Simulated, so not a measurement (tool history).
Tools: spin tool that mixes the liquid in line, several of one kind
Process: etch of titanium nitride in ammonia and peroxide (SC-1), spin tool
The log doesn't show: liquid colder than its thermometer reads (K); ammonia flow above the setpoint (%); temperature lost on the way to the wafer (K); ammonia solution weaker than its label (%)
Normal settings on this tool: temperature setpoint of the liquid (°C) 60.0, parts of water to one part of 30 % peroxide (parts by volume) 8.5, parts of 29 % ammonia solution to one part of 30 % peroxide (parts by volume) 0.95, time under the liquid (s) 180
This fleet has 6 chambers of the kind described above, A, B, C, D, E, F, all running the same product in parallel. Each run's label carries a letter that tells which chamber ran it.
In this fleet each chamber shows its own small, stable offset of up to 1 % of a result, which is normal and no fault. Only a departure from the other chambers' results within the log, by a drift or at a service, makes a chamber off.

run   hour  temperature setpoint of the liquid (°C)  parts of water to one part of 30 % peroxide (parts by volume)  parts of 29 % ammonia solution to one part of 30 % peroxide (parts by volume)  time under the liquid (s)  hours since the thermometer was replaced  hours since the ammonia flow meter was replaced  hours since the heated supply line was repaired  hours since the drum of ammonia solution was connected  read-back film thickness of the titanium nitride reference wafer, read on the same gauge (nm)  thickness taken off the titanium nitride on a monitor wafer (angstrom)
       7.0  -- chamber C: ammonia flow meter replaced
 1B   10.4                                     60.0                                                            8.5                                                                           0.95                        180                                    1421.5                                            693.6                                            600.5                                                   136.4                                                                                         39.990                                                                  481.88
      17.4  -- chamber D: ammonia flow meter replaced
      20.4  -- chamber A: heated supply line repaired
 2F   21.9                                     60.0                                                            8.5                                                                           0.95                        180                                    2479.0                                           1186.1                                           2137.3                                                    97.0                                                                                         40.004                                                                  478.63
      24.7  -- chamber F: ammonia flow meter replaced
 3A   29.2                                     60.0                                                            8.5                                                                           0.95                        180                                     522.7                                            325.3                                              8.9                                                   131.0                                                                                         39.985                                                                  485.18
 4C   39.1                                     60.0                                                            8.5                                                                           0.95                        180                                    1097.9                                             32.1                                             81.5                                                   145.2                                                                                         40.011                                                                  477.37
 5E   46.6                                     60.0                                                           11.0                                                                           0.95                        230                                     386.4                                           1244.2                                           3097.6                                                   345.7                                                                                         40.002                                                                  532.85
 6D   54.9                                     60.0                                                           11.0                                                                           0.95                        230                                     594.9                                             37.5                                           1952.6                                                   624.7                                                                                         39.980                                                                  545.97
      56.8  -- chamber B: thermometer replaced
 7F   63.4                                     60.0                                                           11.0                                                                           0.95                        230                                    2520.5                                             38.7                                           2178.8                                                   138.5                                                                                         39.987                                                                  542.75
 8D   70.7                                     60.0                                                           11.0                                                                           0.95                        230                                     610.7                                             53.3                                           1968.4                                                   640.5                                                                                         40.009                                                                  541.83
 9C   77.1                                     60.0                                                           11.0                                                                           0.95                        230                                    1135.9                                             70.1                                            119.5                                                   183.2                                                                                         40.013                                                                  541.71
10E   83.4                                     60.0                                                           11.0                                                                           0.95                        230                                     423.2                                           1281.0                                           3134.4                                                   382.5                                                                                         39.989                                                                  532.92
11B   88.8                                     60.0                                                            8.5                                                                           0.95                        180                                      32.1                                            772.0                                            678.9                                                   214.8                                                                                         40.028                                                                  487.99
12A   95.9                                     60.0                                                            8.5                                                                           0.95                        180                                     589.4                                            392.0                                             75.6                                                   197.7                                                                                         39.979                                                                  479.13
13E  107.2                                     60.0                                                           10.5                                                                           0.95                        105                                     447.0                                           1304.8                                           3158.2                                                   406.3                                                                                         40.012                                                                  250.06
14D  115.1                                     60.0                                                           10.5                                                                           0.95                        105                                     655.1                                             97.7                                           2012.8                                                   684.9                                                                                         40.020                                                                  250.93
15B  121.5                                     60.0                                                           10.5                                                                           0.95                        105                                      64.8                                            804.7                                            711.6                                                   247.5                                                                                         40.035                                                                  251.49
16F  130.7                                     60.0                                                           10.5                                                                           0.95                        105                                    2587.8                                            106.0                                           2246.1                                                   205.8                                                                                         40.013                                                                  253.68
     135.6  -- chamber C: new drum of ammonia solution connected
17C  136.1                                     60.0                                                           10.5                                                                           0.95                        105                                    1194.9                                            129.1                                            178.5                                                     0.5                                                                                         39.975                                                                  250.60
18A  147.1                                     60.0                                                           10.5                                                                           0.95                        105                                     640.6                                            443.2                                            126.8                                                   248.9                                                                                         39.970                                                                  255.44
19A  154.2                                     60.0                                                            8.5                                                                           0.95                        180                                     647.7                                            450.3                                            133.9                                                   256.0                                                                                         39.985                                                                  484.66
20B  162.2                                     60.0                                                            8.5                                                                           0.95                        180                                     105.5                                            845.4                                            752.3                                                   288.2                                                                                         40.012                                                                  481.97
21C  171.7                                     60.0                                                            8.5                                                                           0.95                        180                                    1230.5                                            164.7                                            214.1                                                    36.1                                                                                         39.986                                                                  476.98
22E  178.6                                     60.0                                                            8.5                                                                           0.95                        180                                     518.4                                           1376.2                                           3229.6                                                   477.7                                                                                         40.004                                                                  479.11
23D  187.3                                     60.0                                                            8.5                                                                           0.95                        180                                     727.3                                            169.9                                           2085.0                                                   757.1                                                                                         39.996                                                                  473.45
     189.8  -- chamber D: new drum of ammonia solution connected
24F  196.5                                     60.0                                                            8.5                                                                           0.95                        180                                    2653.6                                            171.8                                           2311.9                                                   271.6                                                                                         39.985                                                                  481.92
25A  205.7                                     60.0                                                            8.5                                                                           0.95                        180                                     699.2                                            501.8                                            185.4                                                   307.5                                                                                         39.973                                                                  485.30
     207.0  -- chamber F: new drum of ammonia solution connected
     214.3  -- chamber E: new drum of ammonia solution connected
     216.1  -- chamber F: heated supply line repaired
26D  217.4                                     60.0                                                            8.5                                                                           0.95                        180                                     757.4                                            200.0                                           2115.1                                                    27.6                                                                                         39.990                                                                  469.88
27F  227.5                                     60.0                                                            8.5                                                                           0.95                        180                                    2684.6                                            202.8                                             11.5                                                    20.5                                                                                         40.053                                                                  480.72
28B  237.3                                     60.0                                                            8.5                                                                           0.95                        180                                     180.6                                            920.5                                            827.4                                                   363.3                                                                                         40.023                                                                  483.19
     241.9  -- chamber F: thermometer replaced
29C  248.1                                     60.0                                                            8.5                                                                           0.95                        180                                    1306.9                                            241.1                                            290.5                                                   112.5                                                                                         40.005                                                                  477.04
30E  259.1                                     56.0                                                            5.0                                                                           0.95                        180                                     598.9                                           1456.7                                           3310.1                                                    44.8                                                                                         40.006                                                                  470.21
31A  269.5                                     56.0                                                            5.0                                                                           0.95                        180                                     763.0                                            565.6                                            249.2                                                   371.3                                                                                         40.032                                                                  469.07
32F  279.3                                     56.0                                                            5.0                                                                           0.95                        180                                      37.5                                            254.6                                             63.3                                                    72.3                                                                                         40.029                                                                  471.67
33D  289.5                                     56.0                                                            5.0                                                                           0.95                        180                                     829.5                                            272.1                                           2187.2                                                    99.7                                                                                         39.995                                                                  452.40
34B  301.0                                     56.0                                                            5.0                                                                           0.95                        180                                     244.3                                            984.2                                            891.1                                                   427.0                                                                                         40.016                                                                  471.39
35C  306.8                                     56.0                                                            5.0                                                                           0.95                        180                                    1365.6                                            299.8                                            349.2                                                   171.2                                                                                         39.989                                                                  474.20
36E  314.9                                     60.0                                                            8.5                                                                           0.95                        180                                     654.7                                           1512.5                                           3365.9                                                   100.6                                                                                         40.005                                                                  476.71
37F  322.9                                     60.0                                                            8.5                                                                           0.95                        180                                      81.1                                            298.2                                            106.9                                                   115.9                                                                                         40.005                                                                  482.25
38D  332.9                                     63.5                                                            8.5                                                                           0.95                        260                                     872.9                                            315.5                                           2230.6                                                   143.1                                                                                         40.029                                                                  826.17
39B  344.2                                     63.5                                                            8.5                                                                           0.95                        260                                     287.5                                           1027.4                                            934.3                                                   470.2                                                                                         40.010                                                                  883.33
40A  352.0                                     63.5                                                            8.5                                                                           0.95                        260                                     845.5                                            648.1                                            331.7                                                   453.8                                                                                         39.967                                                                  871.21
41E  362.5                                     63.5                                                            8.5                                                                           0.95                        260                                     702.3                                           1560.1                                           3413.5                                                   148.2                                                                                         39.973                                                                  863.75
     367.1  -- chamber C: new drum of ammonia solution connected
42C  373.0                                     63.5                                                            8.5                                                                           0.95                        260                                    1431.8                                            366.0                                            415.4                                                     6.0                                                                                         40.012                                                                  875.91

Has any chamber moved away from the others, gradually or after a service, or does the common gauge drift, or do the chambers differ only by their own small steady offsets? State the chamber and the most likely cause if one applies.

One chamber, D, drifts off from the rest bit by bit.
Likeliest cause: temperature lost on the way to the wafer (K) = 1.03.
With only this log, it may be confused with: liquid colder than its thermometer reads (K).

Below are 4 candidate recipes for chamber D's next run, each the usual settings with a change, their results shown as question marks. Which of them brings D's results back in line with what the other chambers give on the usual settings?
Allowed miss from the other chambers' usual-settings mean, per result, to count as in line: thickness taken off the titanium nitride on a monitor wafer (angstrom) 8.80
43D-1  381.9                                     61.5                                                            8.5                                                                           0.95                        180                                                                                                                                                                                                                                                                                                                                                                          ?
43D-2  381.9                                     60.5                                                            8.5                                                                           0.95                        185                                                                                                                                                                                                                                                                                                                                                                          ?
43D-3  381.9                                     59.5                                                            8.5                                                                           0.95                        175                                                                                                                                                                                                                                                                                                                                                                          ?
43D-4  381.9                                     58.5                                                            8.5                                                                           0.95                        180                                                                                                                                                                                                                                                                                                                                                                          ?

Average result of the remaining chambers running the usual settings: thickness taken off the titanium nitride on a monitor wafer (angstrom) 480.25
  run  thickness taken off the titanium nitride on a monitor wafer (angstrom)
43D-1                                                                  497.86
43D-2                                                                  479.22
43D-3                                                                  424.38
43D-4                                                                  408.48
The right change is 43D-2: it brings the chamber back within the allowed miss of the others.
